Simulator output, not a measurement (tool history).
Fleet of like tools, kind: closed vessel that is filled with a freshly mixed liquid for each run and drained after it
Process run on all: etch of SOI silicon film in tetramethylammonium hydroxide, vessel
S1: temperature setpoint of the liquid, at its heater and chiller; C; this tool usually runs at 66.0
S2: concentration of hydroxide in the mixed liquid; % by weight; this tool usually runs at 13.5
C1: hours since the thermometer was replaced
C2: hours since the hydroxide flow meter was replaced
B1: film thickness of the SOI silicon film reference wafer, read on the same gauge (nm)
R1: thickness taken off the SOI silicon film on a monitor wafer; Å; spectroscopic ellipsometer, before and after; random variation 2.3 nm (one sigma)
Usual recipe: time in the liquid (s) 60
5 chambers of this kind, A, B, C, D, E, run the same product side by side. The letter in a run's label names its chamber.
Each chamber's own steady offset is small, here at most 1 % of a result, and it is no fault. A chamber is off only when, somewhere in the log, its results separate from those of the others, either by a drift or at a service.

Run 1A, day 0.154: usual settings; C1 279.1; C2 308.7; B1 30.008. Result: R1 2999.8 Å.
Run 2D, day 0.338: usual settings; C1 929.2; C2 791.1; B1 30.016. Result: R1 3018.6 Å.
Run 3E, day 0.496: usual settings; C1 968.5; C2 343.1; B1 29.989. Result: R1 3024.6 Å.
Run 4C, day 0.612: usual settings; C1 38.3; C2 1505.0; B1 30.011. Result: R1 3052.3 Å.
Run 5B, day 0.783: usual settings; C1 464.9; C2 243.7; B1 29.980. Result: R1 3082.9 Å.
Run 6D, day 0.962: usual settings; C1 944.2; C2 806.1; B1 29.997. Result: R1 3039.4 Å.
Run 7B, day 1.138: usual settings but time in the liquid (s) 80; C1 473.4; C2 252.2; B1 30.003. Result: R1 4080.4 Å.
Run 8C, day 1.312: usual settings but time in the liquid (s) 80; C1 55.1; C2 1521.8; B1 29.978. Result: R1 4027.7 Å.
Run 9A, day 1.421: usual settings but time in the liquid (s) 80; C1 309.5; C2 339.1; B1 30.021. Result: R1 4002.9 Å.
Run 10E, day 1.600: usual settings but time in the liquid (s) 80; C1 995.0; C2 369.6; B1 30.010. Result: R1 4007.1 Å.
Run 11B, day 1.692: usual settings but time in the liquid (s) 80; C1 486.7; C2 265.5; B1 30.016. Result: R1 4069.5 Å.
Run 12A, day 1.817: usual settings but time in the liquid (s) 45; C1 319.0; C2 348.6; B1 29.977. Result: R1 2249.7 Å.
Run 13C, day 1.971: usual settings but time in the liquid (s) 45; C1 70.9; C2 1537.6; B1 30.019. Result: R1 2272.7 Å.
Run 14E, day 2.117: usual settings but time in the liquid (s) 45; C1 1007.4; C2 382.0; B1 30.001. Result: R1 2281.2 Å.
Run 15D, day 2.208: usual settings but time in the liquid (s) 45; C1 974.1; C2 836.0; B1 30.012. Result: R1 2307.6 Å.
Run 16A, day 2.392: usual settings but time in the liquid (s) 45; C1 332.8; C2 362.4; B1 29.989. Result: R1 2226.4 Å.
Run 17D, day 2.479: usual settings; C1 980.6; C2 842.5; B1 29.997. Result: R1 3113.6 Å.
Run 18B, day 2.629: usual settings; C1 509.2; C2 288.0; B1 30.029. Result: R1 3010.0 Å.
Run 19E, day 2.804: usual settings; C1 1023.9; C2 398.5; B1 29.998. Result: R1 3031.7 Å.
Run 20C, day 2.912: usual settings; C1 93.5; C2 1560.2; B1 30.012. Result: R1 2973.2 Å.
Run 21B, day 3.033: usual settings; C1 518.9; C2 297.7; B1 30.012. Result: R1 3019.3 Å.
Run 22C, day 3.121: usual settings but S1 59.5 C, S2 17.0 % by weight; C1 98.5; C2 1565.2; B1 29.985. Result: R1 1842.6 Å.
Run 23D, day 3.258: usual settings but S1 59.5 C, S2 17.0 % by weight; C1 999.3; C2 861.2; B1 29.983. Result: R1 1937.3 Å.
Run 24E, day 3.388: usual settings but S1 59.5 C, S2 17.0 % by weight; C1 1037.9; C2 412.5; B1 29.997. Result: R1 1814.9 Å.
Run 25A, day 3.475: usual settings but S1 59.5 C, S2 17.0 % by weight; C1 358.8; C2 388.4; B1 29.994. Result: R1 1826.6 Å.
Run 26B, day 3.579: usual settings but S1 59.5 C, S2 17.0 % by weight; C1 532.0; C2 310.8; B1 29.992. Result: R1 1821.5 Å.
Run 27D, day 3.667: usual settings but S1 70.5 C, S2 10.0 % by weight; C1 1009.1; C2 871.0; B1 30.002. Result: R1 4606.1 Å.
Run 28A, day 3.767: usual settings but S1 70.5 C, S2 10.0 % by weight; C1 365.8; C2 395.4; B1 30.008. Result: R1 4353.1 Å.
Run 29E, day 3.900: usual settings but S1 70.5 C, S2 10.0 % by weight; C1 1050.2; C2 424.8; B1 29.996. Result: R1 4501.6 Å.
Run 30C, day 4.083: usual settings but S1 70.5 C, S2 10.0 % by weight; C1 121.6; C2 1588.3; B1 29.982. Result: R1 4376.8 Å.
Run 31C, day 4.242: usual settings but S1 70.5 C, S2 10.0 % by weight; C1 125.4; C2 1592.1; B1 30.005. Result: R1 4382.5 Å.
Run 32A, day 4.375: usual settings but time in the liquid (s) 85; C1 380.4; C2 410.0; B1 30.016. Result: R1 4256.8 Å.
Run 33D, day 4.554: usual settings but time in the liquid (s) 85; C1 1030.4; C2 892.3; B1 29.998. Result: R1 4559.1 Å.
Run 34B, day 4.662: usual settings but time in the liquid (s) 85; C1 558.0; C2 336.8; B1 30.003. Result: R1 4269.1 Å.
Run 35E, day 4.792: usual settings but time in the liquid (s) 85; C1 1071.6; C2 446.2; B1 29.996. Result: R1 4290.8 Å.
Run 36D, day 4.875: usual settings but time in the liquid (s) 85; C1 1038.1; C2 900.0; B1 29.978. Result: R1 4602.3 Å.
Run 37E, day 5.017: usual settings; C1 1077.0; C2 451.6; B1 29.989. Result: R1 3047.0 Å.
Run 38B, day 5.183: usual settings but S1 71.0 C, S2 12.0 % by weight; C1 570.5; C2 349.3; B1 29.995. Result: R1 4315.8 Å.
Run 39A, day 5.342: usual settings but S1 71.0 C, S2 12.0 % by weight; C1 403.6; C2 433.2; B1 29.974. Result: R1 4186.4 Å.
Run 40C, day 5.479: usual settings but S1 71.0 C, S2 12.0 % by weight; C1 155.1; C2 1621.8; B1 29.982. Result: R1 4235.0 Å.

Predict what each chamber gives when all 5 of them run the settings below next.
Run 41A, day 5.608: usual settings but S2 10.5 % by weight. Result: R1 ?.
Run 41B, day 5.608: usual settings but S2 10.5 % by weight. Result: R1 ?.
Run 41C, day 5.608: usual settings but S2 10.5 % by weight. Result: R1 ?.
Run 41D, day 5.608: usual settings but S2 10.5 % by weight. Result: R1 ?.
Run 41E, day 5.608: usual settings but S2 10.5 % by weight. Result: R1 ?.

run      R1
41A  3268.7
41B  3357.0
41C  3357.6
41D  3569.3
41E  3310.3
